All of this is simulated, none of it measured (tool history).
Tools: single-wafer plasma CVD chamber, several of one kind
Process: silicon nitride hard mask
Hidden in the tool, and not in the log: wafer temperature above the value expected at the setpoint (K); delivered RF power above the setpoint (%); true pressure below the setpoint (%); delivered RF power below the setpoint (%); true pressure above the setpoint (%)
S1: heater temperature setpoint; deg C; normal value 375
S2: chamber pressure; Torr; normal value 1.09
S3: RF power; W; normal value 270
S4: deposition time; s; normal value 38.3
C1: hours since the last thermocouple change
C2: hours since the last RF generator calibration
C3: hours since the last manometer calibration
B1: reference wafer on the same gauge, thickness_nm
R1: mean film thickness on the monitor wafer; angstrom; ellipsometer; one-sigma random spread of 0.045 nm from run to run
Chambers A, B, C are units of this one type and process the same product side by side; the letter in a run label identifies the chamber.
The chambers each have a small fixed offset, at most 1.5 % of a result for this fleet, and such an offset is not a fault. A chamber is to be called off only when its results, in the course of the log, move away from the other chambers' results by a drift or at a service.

| run | hour | S1 | S2 | S3 | S4 | C1 | C2 | C3 | B1 | R1 |
|---|---|---|---|---|---|---|---|---|---|---|
| 1B | 8.8 | 375 | 1.09 | 270 | 38.3 | 635.1 | 266.7 | 2845.6 | 29.906 | 363.35 |
| 2A | 23.7 | 375 | 1.09 | 270 | 38.3 | 1954.7 | 35.0 | 966.9 | 29.912 | 365.00 |
|  | 29.8 | chamber B: capacitance manometer re-zeroed and calibrated |
| 3C | 33.9 | 375 | 1.09 | 270 | 38.3 | 2441.6 | 390.1 | 636.4 | 29.913 | 364.51 |
| 4A | 47.4 | 375 | 1.09 | 270 | 38.3 | 1978.4 | 58.7 | 990.6 | 29.923 | 365.44 |
| 5C | 60.8 | 375 | 1.09 | 270 | 38.3 | 2468.5 | 417.0 | 663.3 | 29.935 | 365.23 |
| 6B | 75.9 | 361 | 1.09 | 270 | 44.6 | 702.2 | 333.8 | 46.2 | 29.936 | 425.37 |
| 7B | 85.5 | 361 | 1.09 | 270 | 44.6 | 711.8 | 343.4 | 55.8 | 29.933 | 425.54 |
|  | 89.4 | chamber C: thermocouple changed; heater temperature recalibrated |
| 8A | 95.4 | 361 | 1.09 | 270 | 44.6 | 2026.4 | 106.7 | 1038.6 | 29.943 | 428.08 |
| 9C | 107.4 | 375 | 1.09 | 270 | 38.3 | 18.0 | 463.6 | 709.9 | 29.950 | 365.91 |
| 10B | 114.9 | 375 | 1.09 | 270 | 38.3 | 741.2 | 372.8 | 85.2 | 29.947 | 363.53 |
| 11A | 126.2 | 375 | 1.09 | 270 | 38.3 | 2057.2 | 137.5 | 1069.4 | 29.955 | 365.69 |
| 12C | 135.8 | 366 | 1.09 | 230 | 38.3 | 46.4 | 492.0 | 738.3 | 29.969 | 327.85 |
| 13C | 143.7 | 366 | 1.09 | 230 | 38.3 | 54.3 | 499.9 | 746.2 | 29.955 | 327.48 |
| 14B | 156.1 | 366 | 1.09 | 230 | 38.3 | 782.4 | 414.0 | 126.4 | 29.978 | 326.38 |
| 15A | 170.8 | 375 | 1.09 | 270 | 38.3 | 2101.8 | 182.1 | 1114.0 | 29.981 | 366.58 |
| 16A | 183.5 | 375 | 1.09 | 270 | 38.3 | 2114.5 | 194.8 | 1126.7 | 29.978 | 367.16 |
| 17B | 196.5 | 375 | 1.09 | 270 | 38.3 | 822.8 | 454.4 | 166.8 | 29.997 | 364.43 |
| 18C | 204.8 | 375 | 1.09 | 270 | 38.3 | 115.4 | 561.0 | 807.3 | 29.979 | 366.06 |
| 19C | 214.2 | 375 | 1.09 | 270 | 38.3 | 124.8 | 570.4 | 816.7 | 29.994 | 366.33 |
| 20A | 229.5 | 375 | 1.09 | 270 | 38.3 | 2160.5 | 240.8 | 1172.7 | 29.992 | 366.38 |
| 21B | 244.1 | 375 | 1.09 | 270 | 38.3 | 870.4 | 502.0 | 214.4 | 29.999 | 364.63 |
| 22A | 252.1 | 375 | 1.09 | 270 | 38.3 | 2183.1 | 263.4 | 1195.3 | 30.013 | 366.65 |
| 23C | 266.0 | 375 | 1.09 | 270 | 38.3 | 176.6 | 622.2 | 868.5 | 30.021 | 366.69 |
| 24B | 277.7 | 375 | 1.09 | 270 | 38.3 | 904.0 | 535.6 | 248.0 | 30.017 | 364.38 |
| 25C | 286.4 | 375 | 1.09 | 270 | 38.3 | 197.0 | 642.6 | 888.9 | 30.029 | 366.33 |
| 26A | 296.1 | 375 | 1.09 | 270 | 38.3 | 2227.1 | 307.4 | 1239.3 | 30.022 | 367.23 |
|  | 296.3 | chamber B: thermocouple changed; heater temperature recalibrated |
| 27B | 305.6 | 375 | 1.09 | 270 | 38.3 | 9.4 | 563.5 | 275.9 | 30.030 | 365.03 |
| 28B | 320.5 | 375 | 1.09 | 270 | 38.3 | 24.3 | 578.4 | 290.8 | 30.042 | 365.20 |
| 29A | 335.8 | 375 | 1.09 | 270 | 38.3 | 2266.8 | 347.1 | 1279.0 | 30.047 | 368.08 |
| 30C | 344.8 | 375 | 1.09 | 270 | 44.0 | 255.4 | 701.0 | 947.3 | 30.041 | 421.30 |

Does one chamber stand apart from the rest, does the shared gauge drift, or is all well apart from small per-chamber offsets? Give the chamber and the most likely cause, where there is one.

The shared gauge is drifting. All chambers look as if they move in step, but none is off.
Most likely cause: gauge reads high (%) = 0.507.
